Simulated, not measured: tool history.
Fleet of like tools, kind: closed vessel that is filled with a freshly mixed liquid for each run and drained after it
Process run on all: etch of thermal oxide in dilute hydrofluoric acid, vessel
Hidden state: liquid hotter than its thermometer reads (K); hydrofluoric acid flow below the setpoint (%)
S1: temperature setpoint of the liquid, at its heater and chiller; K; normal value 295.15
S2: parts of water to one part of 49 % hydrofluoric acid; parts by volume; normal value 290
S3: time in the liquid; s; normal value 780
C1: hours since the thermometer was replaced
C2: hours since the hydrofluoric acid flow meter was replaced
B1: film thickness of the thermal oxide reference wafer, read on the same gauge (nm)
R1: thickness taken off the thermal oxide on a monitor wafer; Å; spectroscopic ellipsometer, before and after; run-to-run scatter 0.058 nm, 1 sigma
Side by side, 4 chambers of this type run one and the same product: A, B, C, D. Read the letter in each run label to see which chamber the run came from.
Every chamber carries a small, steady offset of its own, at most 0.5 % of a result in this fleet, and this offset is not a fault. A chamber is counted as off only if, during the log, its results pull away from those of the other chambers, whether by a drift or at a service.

run	hour	S1	S2	S3	C1	C2	B1	R1
1A	5.7	295.15	290	780	423.3	463.8	30.019	96.849
2C	9.4	295.15	290	780	2880.3	1512.3	29.981	98.064
3D	13.8	295.15	290	780	2036.7	148.3	30.007	97.986
4B	18.5	295.15	290	780	2566.3	1009.8	29.978	97.149
5C	24.5	295.15	290	780	2895.4	1527.4	30.02	98.605
6B	28.9	295.15	290	780	2576.7	1020.2	30.003	97.159
7D	35.3	298.65	290	780	2058.2	169.8	29.984	110.01
8A	39.6	298.65	290	780	457.2	497.7	29.988	109.69
9D	45.9	298.65	290	780	2068.8	180.4	30.018	111.37
10A	49.6	298.65	290	780	467.2	507.7	30.013	109.72
11B	53	295.15	290	780	2600.8	1044.3	30.001	97.108
12C	58.8	295.15	290	780	2929.7	1561.7	29.994	98.175
13C	64.6	295.15	290	780	2935.5	1567.5	29.995	99.096
14D	67.8	295.15	290	780	2090.7	202.3	29.994	98.753
15B	74.2	295.15	290	780	2622	1065.5	30.009	96.44
16A	80.1	295.15	290	780	497.7	538.2	30.033	97.404
17A	84.8	295.15	290	780	502.4	542.9	29.965	97.228
18B	88.8	295.15	290	780	2636.6	1080.1	30.02	96.973
# hour 89.2: chamber D: thermometer replaced
19D	93.9	295.15	290	375	4.7	228.4	29.975	46.345
# hour 94.4: chamber B: thermometer replaced
20C	96.9	295.15	290	375	2967.8	1599.8	29.982	47.127
21D	101	295.15	290	375	11.8	235.5	29.996	46.103
22C	104	295.15	290	375	2974.9	1606.9	29.991	47.292
23B	109.2	295.15	290	780	14.9	1100.5	29.995	96.364
24A	114.8	295.15	290	780	532.4	572.9	29.991	98.415
25B	119.9	295.15	290	780	25.6	1111.2	30.001	96.929
26D	124	292.15	290	1135	34.8	258.5	30.003	123.22
27C	128.7	292.15	290	1135	2999.6	1631.6	30.02	127.36
28A	132.4	292.15	290	1135	550	590.5	30.004	126.94
29C	136.9	292.15	290	1135	3007.8	1639.8	30	127.77
30B	141.1	295.15	290	780	46.8	1132.4	30.017	98.697
31A	147.3	295.15	290	780	564.9	605.4	29.99	97.899
32D	151.2	292.65	290	985	62	285.7	29.983	108.36
33C	157	292.65	290	985	3027.9	1659.9	30.005	112.93
34A	162.4	292.65	290	985	580	620.5	30.049	111.68
35D	167.4	292.65	290	985	78.2	301.9	30.005	108.95
36B	173.3	295.15	290	780	79	1164.6	30.015	98.165
37D	179.8	295.15	415	780	90.6	314.3	29.987	58.474
38C	185.6	295.15	415	780	3056.5	1688.5	29.968	61.495
39A	191.8	295.15	415	780	609.4	649.9	29.949	59.971
40B	197.8	295.15	415	780	103.5	1189.1	29.995	60.102
41C	202.9	295.15	290	1010	3073.8	1705.8	30.007	126.57
42D	209.2	295.15	290	1010	120	343.7	29.976	119.31
43B	212.3	295.15	290	1010	118	1203.6	30.01	125.46

Decide between three cases: one chamber stands off from its peers, the gauge reading all wafers drifts, or nothing is wrong past each chamber's small offset. Where a chamber is off, say which and what most likely put it there.

It is chamber D that slowly wanders off from its peers.
Likeliest cause: hydrofluoric acid flow below the setpoint (%) = 4.45.

Which of the 4 candidates below, each the usual settings with something changed and its results left as question marks, puts chamber D back in line with what the other chambers give on the usual settings?
Maximum distance from the other chambers' mean on the usual settings for a result to count as in line: R1 2 Å
44D-1	217.1	295.15	280	815				?
44D-2	217.1	295.15	285	805				?
44D-3	217.1	295.15	290	735				?
44D-4	217.1	295.15	290	705				?

The mean the other chambers reach with the usual settings: R1 97.506 Å
run	R1
44D-1	100.34
44D-2	96.921
44D-3	86.572
44D-4	83.038
44D-2 is the one that brings the chamber's results back in line with the other chambers.

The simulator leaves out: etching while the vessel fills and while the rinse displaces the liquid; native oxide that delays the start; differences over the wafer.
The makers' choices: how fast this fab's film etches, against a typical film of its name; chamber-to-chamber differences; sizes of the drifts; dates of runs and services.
